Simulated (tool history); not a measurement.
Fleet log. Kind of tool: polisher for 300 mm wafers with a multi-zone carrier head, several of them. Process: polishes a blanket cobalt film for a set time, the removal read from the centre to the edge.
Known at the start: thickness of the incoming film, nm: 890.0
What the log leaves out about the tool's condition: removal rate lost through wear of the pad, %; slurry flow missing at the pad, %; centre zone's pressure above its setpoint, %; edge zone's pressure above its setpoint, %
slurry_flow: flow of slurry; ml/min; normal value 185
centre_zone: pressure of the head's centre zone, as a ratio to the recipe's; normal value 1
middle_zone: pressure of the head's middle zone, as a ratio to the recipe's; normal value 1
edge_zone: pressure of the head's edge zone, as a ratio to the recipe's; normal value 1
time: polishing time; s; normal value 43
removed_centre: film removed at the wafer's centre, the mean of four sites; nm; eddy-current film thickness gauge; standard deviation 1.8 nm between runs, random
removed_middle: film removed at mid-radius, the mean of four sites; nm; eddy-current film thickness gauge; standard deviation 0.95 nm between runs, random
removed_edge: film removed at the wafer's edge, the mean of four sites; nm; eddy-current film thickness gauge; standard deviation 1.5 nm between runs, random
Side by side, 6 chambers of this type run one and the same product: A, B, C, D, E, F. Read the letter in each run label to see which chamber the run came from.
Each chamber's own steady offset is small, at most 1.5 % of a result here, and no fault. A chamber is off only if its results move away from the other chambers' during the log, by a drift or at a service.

run,hour,slurry_flow,centre_zone,middle_zone,edge_zone,time,wafers polished on this pad,hours since the slurry nozzle was cleaned,hours since the centre zone pressure was calibrated,hours since the edge zone pressure was calibrated,removed_centre,removed_middle,removed_edge
1C,13.1,185,1,1,1,43,431,217.4,173.5,446.6,148.21,151.87,153.4
# hour 17.7: chamber D: worn pad replaced by a new one
# hour 20.3: chamber F: worn pad replaced by a new one
2A,23.8,185,1,1,1,43,661,161.7,627.9,909.5,151.66,152.82,150.93
3D,31.4,185,1,1,1,43,161,509.3,576.8,504.7,151.06,150.69,149.18
# hour 38.2: chamber B: edge zone pressure recalibrated
4F,38.8,185,1,1,1,43,217,453.8,807.8,68.6,150,150.86,150.52
# hour 47.2: chamber F: slurry nozzle cleaned
# hour 47.8: chamber A: worn pad replaced by a new one
# hour 50.9: chamber E: centre zone pressure recalibrated
5E,51.1,140,1,1,1,55,706,79,0.2,71.5,181.7,183.92,183.22
6B,64.4,140,1,1,1,55,938,449.9,863.1,26.2,184.45,183.2,186.78
# hour 73: chamber E: worn pad replaced by a new one
7F,74.2,140,1,1,1,55,632,27,843.2,104,187.88,184.46,183.18
# hour 78.6: chamber B: worn pad replaced by a new one
8E,85.6,140,1,1,1,55,148,113.5,34.7,106,181.79,181.65,184.21
# hour 92.7: chamber D: centre zone pressure recalibrated
9D,95.2,140,1,1,1,55,909,573.1,2.6,568.5,179.75,182.72,184.59
# hour 99.5: chamber F: worn pad replaced by a new one
10B,108.2,140,1,1,1,55,348,493.7,906.9,70,182.11,184.5,190.11
# hour 115.6: chamber A: worn pad replaced by a new one
11C,116.2,185,1,1,1,43,1640,320.5,276.6,549.7,150.95,149.66,150.85
# hour 117.9: chamber C: slurry nozzle cleaned
12A,129.2,235,1,1.05,1,43,159,267.1,733.3,1014.9,154.98,164.27,156.16
13B,135.6,235,1,1.05,1,43,669,521.1,934.3,97.4,155.27,164.55,151.62
# hour 141.6: chamber D: worn pad replaced by a new one
14D,142,235,1,1.05,1,43,5,619.9,49.4,615.3,155.41,165.08,153.57
15A,148.5,235,1,1.05,1,43,385,286.4,752.6,1034.2,158.88,164.79,152.87
# hour 154.3: chamber E: worn pad replaced by a new one
16E,161.7,235,1,1.05,1,43,86,189.6,110.8,182.1,158.56,164.61,155.42
# hour 172.7: chamber F: centre zone pressure recalibrated
17C,173.8,235,1,1.05,1,43,2316,56,334.2,607.3,154.98,160.35,156.15
# hour 174.2: chamber B: worn pad replaced by a new one
18F,186.1,185,1,1,1,43,1015,138.9,13.5,215.9,151.56,153.27,152.43
# hour 187.6: chamber A: worn pad replaced by a new one
19E,194.9,185,1,1,1,43,476,222.8,144,215.3,155.15,148.71,150.91
# hour 203: chamber F: worn pad replaced by a new one
20A,203.1,185,1,1,1,43,182,341,807.2,1088.8,152.06,151.43,150.16
# hour 204.7: chamber A: edge zone pressure recalibrated
21F,211.2,185,1,1,1,43,97,164,38.6,241,152.05,152.29,150.36
# hour 219.6: chamber D: edge zone pressure recalibrated
22D,222.5,185,1,1,1,43,949,700.4,129.9,3,150.81,151.13,149.74
# hour 225.5: chamber E: worn pad replaced by a new one
23C,231.3,185,0.95,1,1,33,2990,113.5,391.7,664.8,104.66,110.87,112.66
24B,241.3,185,0.95,1,1,33,787,626.8,1040,203.1,109.48,116.71,115.46
# hour 244.4: chamber A: slurry nozzle cleaned
# hour 245.6: chamber D: worn pad replaced by a new one
25F,248.1,185,0.95,1,1,33,529,200.9,75.5,277.9,109.22,117.14,114.27
# hour 252.2: chamber A: worn pad replaced by a new one
26C,255.3,185,0.95,1,1,33,3272,137.5,415.7,688.8,105.24,110.33,111.35
# hour 262.6: chamber B: worn pad replaced by a new one
27D,263.5,185,0.95,1,1,33,210,741.4,170.9,44,107.94,115.82,117.52
# hour 264.2: chamber B: centre zone pressure recalibrated
28E,275.3,185,0.95,1,1,33,584,303.2,224.4,295.7,111.46,117.02,115.25
# hour 285.2: chamber C: centre zone pressure recalibrated
29A,287.1,185,1,1,1,43,409,42.8,891.2,82.5,148.91,151.92,153.6
# hour 291.4: chamber F: worn pad replaced by a new one
30B,294.8,185,1,1,1,43,377,680.3,30.7,256.6,151.51,152.87,151.15
# hour 303.2: chamber E: worn pad replaced by a new one
31E,304.4,185,1,1,1,43,15,332.3,253.5,324.8,150.51,150.06,148.75
32C,311.4,185,1,1,1,43,3929,193.6,26.3,744.9,143.08,140.39,143.65
# hour 316.6: chamber A: worn pad replaced by a new one
33F,324,185,1,1,1,43,382,276.8,151.4,353.8,149.19,151.79,150.44
34B,333.9,185,1,1,1,43,836,719.4,69.8,295.7,151.95,152.71,150.81
# hour 343.3: chamber D: worn pad replaced by a new one
35D,347,185,1,1,0.96,57,44,824.9,254.4,127.5,198.77,201.18,193.41
36A,357.4,185,1,1,0.96,57,478,113.1,961.5,152.8,200.23,200.16,195.86

All 6 chambers run these settings next. Forecast each chamber's results:
37A,367.7,185,1,1,1,43,,,,,?,?,?
37B,367.7,185,1,1,1,43,,,,,?,?,?
37C,367.7,185,1,1,1,43,,,,,?,?,?
37D,367.7,185,1,1,1,43,,,,,?,?,?
37E,367.7,185,1,1,1,43,,,,,?,?,?
37F,367.7,185,1,1,1,43,,,,,?,?,?

run,removed_centre,removed_middle,removed_edge
37A,150.82,150.4,151.02
37B,149.59,151.13,150.27
37C,138.68,137.09,139.91
37D,152.1,150.52,151.57
37E,153.68,150.47,152.89
37F,152.79,151.63,149.23

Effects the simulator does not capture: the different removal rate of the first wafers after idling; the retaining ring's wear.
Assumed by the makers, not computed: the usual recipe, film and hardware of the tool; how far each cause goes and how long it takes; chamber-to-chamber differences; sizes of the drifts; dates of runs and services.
